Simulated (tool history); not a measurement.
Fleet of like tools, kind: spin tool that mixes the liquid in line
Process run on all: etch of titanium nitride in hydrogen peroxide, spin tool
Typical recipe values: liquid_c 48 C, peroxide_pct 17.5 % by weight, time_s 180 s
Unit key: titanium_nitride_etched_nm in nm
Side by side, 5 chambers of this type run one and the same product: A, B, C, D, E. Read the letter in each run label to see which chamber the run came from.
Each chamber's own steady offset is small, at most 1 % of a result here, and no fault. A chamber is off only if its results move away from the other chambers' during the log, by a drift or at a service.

run   hour  liquid_c  peroxide_pct  time_s  hours since the thermometer was replaced  hours since the peroxide flow meter was replaced  hours since the heated supply line was repaired  hours since the drum of peroxide was connected  read-back film thickness of the titanium nitride reference wafer, read on the same gauge (nm)  titanium_nitride_etched_nm
 1C    7.7        48          17.5     180                                    1042.8                                            2457.1                                            771.1                                           339.4                                                                                         50.000                      4.2162
 2D   14.3        48          17.5     180                                     165.4                                             135.4                                            365.1                                          1173.8                                                                                         50.019                      4.2482
 3E   24.0        48          17.5     180                                    2040.6                                             412.0                                           2145.1                                           587.8                                                                                         50.004                      4.2592
      35.3  -- chamber D: new drum of peroxide connected
 4A   36.4        48          17.5     180                                    2252.6                                              66.1                                            587.0                                           954.9                                                                                         50.004                      4.2496
 5B   46.8        48          22.0      95                                     261.4                                             559.7                                           1438.5                                           802.1                                                                                         50.017                      2.3720
 6A   59.4        48          22.0      95                                    2275.6                                              89.1                                            610.0                                           977.9                                                                                         49.990                      2.3078
      60.7  -- chamber A: new drum of peroxide connected
      64.9  -- chamber E: new drum of peroxide connected
 7D   66.2        48          22.0      95                                     217.3                                             187.3                                            417.0                                            30.9                                                                                         50.001                      2.3265
 8C   78.7        48          22.0      95                                    1113.8                                            2528.1                                            842.1                                           410.4                                                                                         49.990                      2.3432
      82.8  -- chamber C: peroxide flow meter replaced
 9E   89.4        48          22.0      95                                    2106.0                                             477.4                                           2210.5                                            24.6                                                                                         49.983                      2.3593
10B  102.0        48          17.5     180                                     316.6                                             614.9                                           1493.7                                           857.3                                                                                         50.000                      4.2500
11D  109.3        48          17.5     180                                     260.4                                             230.4                                            460.1                                            74.0                                                                                         49.969                      4.1910
12C  116.7        48          17.5     180                                    1151.8                                              33.9                                            880.1                                           448.4                                                                                         49.984                      4.1819
13E  122.8        48          17.5     180                                    2139.4                                             510.8                                           2243.9                                            58.0                                                                                         49.976                      4.2609
     125.2  -- chamber C: thermometer replaced
14A  133.5        48          17.5     180                                    2349.7                                             163.2                                            684.1                                            72.9                                                                                         50.002                      4.2423
15B  145.6        48          17.5     180                                     360.2                                             658.5                                           1537.3                                           900.9                                                                                         50.001                      4.2041
16D  152.9        48          17.5     180                                     304.0                                             274.0                                            503.7                                           117.6                                                                                         50.002                      4.2339
17A  161.6        48          17.5     180                                    2377.8                                             191.3                                            712.2                                           101.0                                                                                         50.005                      4.1513
18C  169.1        48          17.5     180                                      44.0                                              86.3                                            932.5                                           500.8                                                                                         50.025                      4.0659
19B  176.3        48          17.5     180                                     390.9                                             689.2                                           1568.0                                           931.6                                                                                         50.003                      4.1937
20E  181.8        48          17.5     180                                    2198.4                                             569.8                                           2302.9                                           117.0                                                                                         49.989                      4.2075
21A  192.1        48          15.5     180                                    2408.3                                             221.8                                            742.7                                           131.5                                                                                         50.016                      4.1277
22B  203.9        48          15.5     180                                     418.5                                             716.8                                           1595.6                                           959.2                                                                                         49.982                      4.1051
23D  210.4        48          15.5     180                                     361.5                                             331.5                                            561.2                                           175.1                                                                                         50.018                      4.0640
24E  222.2        48          15.5     180                                    2238.8                                             610.2                                           2343.3                                           157.4                                                                                         49.991                      4.1545
25C  229.6        48          15.5     180                                     104.5                                             146.8                                            993.0                                           561.3                                                                                         50.023                      3.8134
26E  239.9        48          17.5     180                                    2256.5                                             627.9                                           2361.0                                           175.1                                                                                         49.979                      4.1867
27D  247.9        48          20.0     100                                     399.0                                             369.0                                            598.7                                           212.6                                                                                         50.004                      2.4076
28B  253.6        48          20.0     100                                     468.2                                             766.5                                           1645.3                                          1008.9                                                                                         50.002                      2.4028
     259.3  -- chamber E: thermometer replaced
29A  264.7        48          20.0     100                                    2480.9                                             294.4                                            815.3                                           204.1                                                                                         50.017                      2.3864
30C  274.5        48          20.0     100                                     149.4                                             191.7                                           1037.9                                           606.2                                                                                         49.978                      2.1443
31E  280.0        48          20.0     100                                      20.7                                             668.0                                           2401.1                                           215.2                                                                                         49.985                      2.4162

Is one chamber off against the others, does the gauge drift, or is nothing wrong? If a chamber is off, say which, and what the likeliest cause is.

One chamber, C, drifts off from the rest bit by bit.
Cause: temperature lost on the way to the wafer (K) = 1.57.

Here are 4 candidates for chamber C's next run, each the usual settings with a change, their results left as question marks. Which one brings its results back in line with what the others give on the usual settings?
In line here means within this much of the mean the other chambers give on the usual settings: titanium_nitride_etched_nm 0.1200 nm
32C-1  289.1      48.0          17.5     220                                                                                                                                                                                                                                                                                                                       ?
32C-2  289.1      49.0          17.5     190                                                                                                                                                                                                                                                                                                                       ?
32C-3  289.1      46.5          17.5     165                                                                                                                                                                                                                                                                                                                       ?
32C-4  289.1      48.0          17.5     160                                                                                                                                                                                                                                                                                                                       ?

Mean of the other chambers on the usual settings: titanium_nitride_etched_nm 4.2134 nm
  run  titanium_nitride_etched_nm
32C-1                      4.6165
32C-2                      4.2853
32C-3                      3.1023
32C-4                      3.3574
32C-2 brings the chamber back in line.
